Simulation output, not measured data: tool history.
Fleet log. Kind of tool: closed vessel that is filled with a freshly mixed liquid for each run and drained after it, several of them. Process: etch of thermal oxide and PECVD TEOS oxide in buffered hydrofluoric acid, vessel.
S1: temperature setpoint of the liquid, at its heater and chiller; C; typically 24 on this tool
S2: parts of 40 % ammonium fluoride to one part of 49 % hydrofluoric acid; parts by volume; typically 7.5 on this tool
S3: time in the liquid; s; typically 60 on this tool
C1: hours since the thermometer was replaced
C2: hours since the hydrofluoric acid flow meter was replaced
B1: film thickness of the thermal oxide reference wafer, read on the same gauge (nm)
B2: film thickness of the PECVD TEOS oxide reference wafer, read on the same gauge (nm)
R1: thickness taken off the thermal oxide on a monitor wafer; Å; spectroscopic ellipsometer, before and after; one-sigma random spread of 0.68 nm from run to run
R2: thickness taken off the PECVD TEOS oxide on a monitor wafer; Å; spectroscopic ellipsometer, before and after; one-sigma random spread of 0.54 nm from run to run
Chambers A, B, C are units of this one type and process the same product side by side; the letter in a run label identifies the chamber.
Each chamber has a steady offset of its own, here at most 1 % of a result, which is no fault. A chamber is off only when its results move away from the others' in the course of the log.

Run 1B, hour 12.7: usual settings; C1 1598.0; C2 464.8; B1 139.99; B2 100.020. Result: R1 866.27 Å, R2 1222.2 Å.
Run 2A, hour 25.8: usual settings; C1 893.6; C2 1377.5; B1 140.02; B2 99.993. Result: R1 853.20 Å, R2 1237.1 Å.
Run 3C, hour 34.4: usual settings; C1 1973.2; C2 850.4; B1 140.02; B2 99.987. Result: R1 854.75 Å, R2 1231.3 Å.
Run 4C, hour 41.4: usual settings; C1 1980.2; C2 857.4; B1 140.01; B2 99.990. Result: R1 849.24 Å, R2 1233.7 Å.
Run 5A, hour 48.9: usual settings; C1 916.7; C2 1400.6; B1 140.01; B2 99.988. Result: R1 848.75 Å, R2 1227.6 Å.
Run 6B, hour 55.6: usual settings but S2 9.0 parts by volume; C1 1640.9; C2 507.7; B1 140.01; B2 99.966. Result: R1 707.01 Å, R2 1007.2 Å.
Run 7C, hour 63.7: usual settings but S2 9.0 parts by volume; C1 2002.5; C2 879.7; B1 140.00; B2 100.010. Result: R1 701.56 Å, R2 1010.5 Å.
Run 8B, hour 71.6: usual settings but S2 9.0 parts by volume; C1 1656.9; C2 523.7; B1 140.02; B2 99.997. Result: R1 712.38 Å, R2 1011.8 Å.
Run 9A, hour 82.0: usual settings; C1 949.8; C2 1433.7; B1 140.00; B2 100.010. Result: R1 861.31 Å, R2 1232.0 Å.
Run 10C, hour 89.6: usual settings; C1 2028.4; C2 905.6; B1 140.01; B2 100.000. Result: R1 846.59 Å, R2 1239.6 Å.
Run 11A, hour 96.1: usual settings; C1 963.9; C2 1447.8; B1 139.99; B2 100.020. Result: R1 857.51 Å, R2 1230.4 Å.
Run 12B, hour 103.1: usual settings; C1 1688.4; C2 555.2; B1 140.01; B2 100.030. Result: R1 870.75 Å, R2 1228.9 Å.
Run 13B, hour 116.1: usual settings; C1 1701.4; C2 568.2; B1 139.99; B2 99.980. Result: R1 862.93 Å, R2 1231.7 Å.
Run 14A, hour 123.9: usual settings; C1 991.7; C2 1475.6; B1 139.99; B2 100.050. Result: R1 849.67 Å, R2 1236.3 Å.
At hour 127.4: chamber C: thermometer replaced.
Run 15C, hour 134.4: usual settings; C1 7.1; C2 950.4; B1 139.99; B2 100.010. Result: R1 859.66 Å, R2 1234.9 Å.
Run 16B, hour 143.0: usual settings; C1 1728.3; C2 595.1; B1 140.01; B2 99.985. Result: R1 866.33 Å, R2 1215.2 Å.
Run 17A, hour 150.2: usual settings but S2 9.0 parts by volume; C1 1018.0; C2 1501.9; B1 140.03; B2 99.986. Result: R1 701.83 Å, R2 1010.3 Å.
Run 18C, hour 161.6: usual settings but S2 9.0 parts by volume; C1 34.3; C2 977.6; B1 140.02; B2 99.976. Result: R1 703.91 Å, R2 1020.6 Å.
Run 19B, hour 169.5: usual settings but S2 9.0 parts by volume; C1 1754.8; C2 621.6; B1 140.00; B2 100.010. Result: R1 715.75 Å, R2 1008.0 Å.
At hour 175.4: chamber B: thermometer replaced.
Run 20C, hour 182.1: usual settings; C1 54.8; C2 998.1; B1 140.03; B2 99.996. Result: R1 859.74 Å, R2 1232.3 Å.
Run 21A, hour 189.7: usual settings; C1 1057.5; C2 1541.4; B1 139.99; B2 100.020. Result: R1 853.02 Å, R2 1224.5 Å.
Run 22C, hour 196.4: usual settings; C1 69.1; C2 1012.4; B1 139.99; B2 99.993. Result: R1 854.24 Å, R2 1236.2 Å.
Run 23B, hour 205.8: usual settings; C1 30.5; C2 657.9; B1 140.01; B2 100.020. Result: R1 864.14 Å, R2 1226.8 Å.
Run 24A, hour 217.9: usual settings; C1 1085.7; C2 1569.6; B1 140.01; B2 99.989. Result: R1 857.13 Å, R2 1231.9 Å.
At hour 220.6: chamber A: thermometer replaced.
Run 25B, hour 227.7: usual settings but S1 27 C; C1 52.4; C2 679.8; B1 139.99; B2 99.969. Result: R1 1015.10 Å, R2 1443.9 Å.
Run 26A, hour 241.3: usual settings but S1 27 C; C1 20.8; C2 1593.0; B1 139.99; B2 100.040. Result: R1 1019.50 Å, R2 1442.9 Å.
Run 27C, hour 253.4: usual settings but S1 27 C; C1 126.1; C2 1069.4; B1 140.00; B2 100.030. Result: R1 1002.30 Å, R2 1458.3 Å.
Run 28A, hour 266.5: usual settings; C1 46.0; C2 1618.2; B1 140.00; B2 100.030. Result: R1 862.38 Å, R2 1221.2 Å.
Run 29B, hour 279.6: usual settings; C1 104.3; C2 731.7; B1 140.02; B2 99.995. Result: R1 861.14 Å, R2 1235.0 Å.

Predict what each chamber gives when all 3 of them run the settings below next.
Run 30A, hour 289.6: usual settings but S1 26 C. Result: R1 ?, R2 ?.
Run 30B, hour 289.6: usual settings but S1 26 C. Result: R1 ?, R2 ?.
Run 30C, hour 289.6: usual settings but S1 26 C. Result: R1 ?, R2 ?.

run      R1      R2
30A  961.79  1379.7
30B  980.72  1371.8
30C  955.65  1377.4
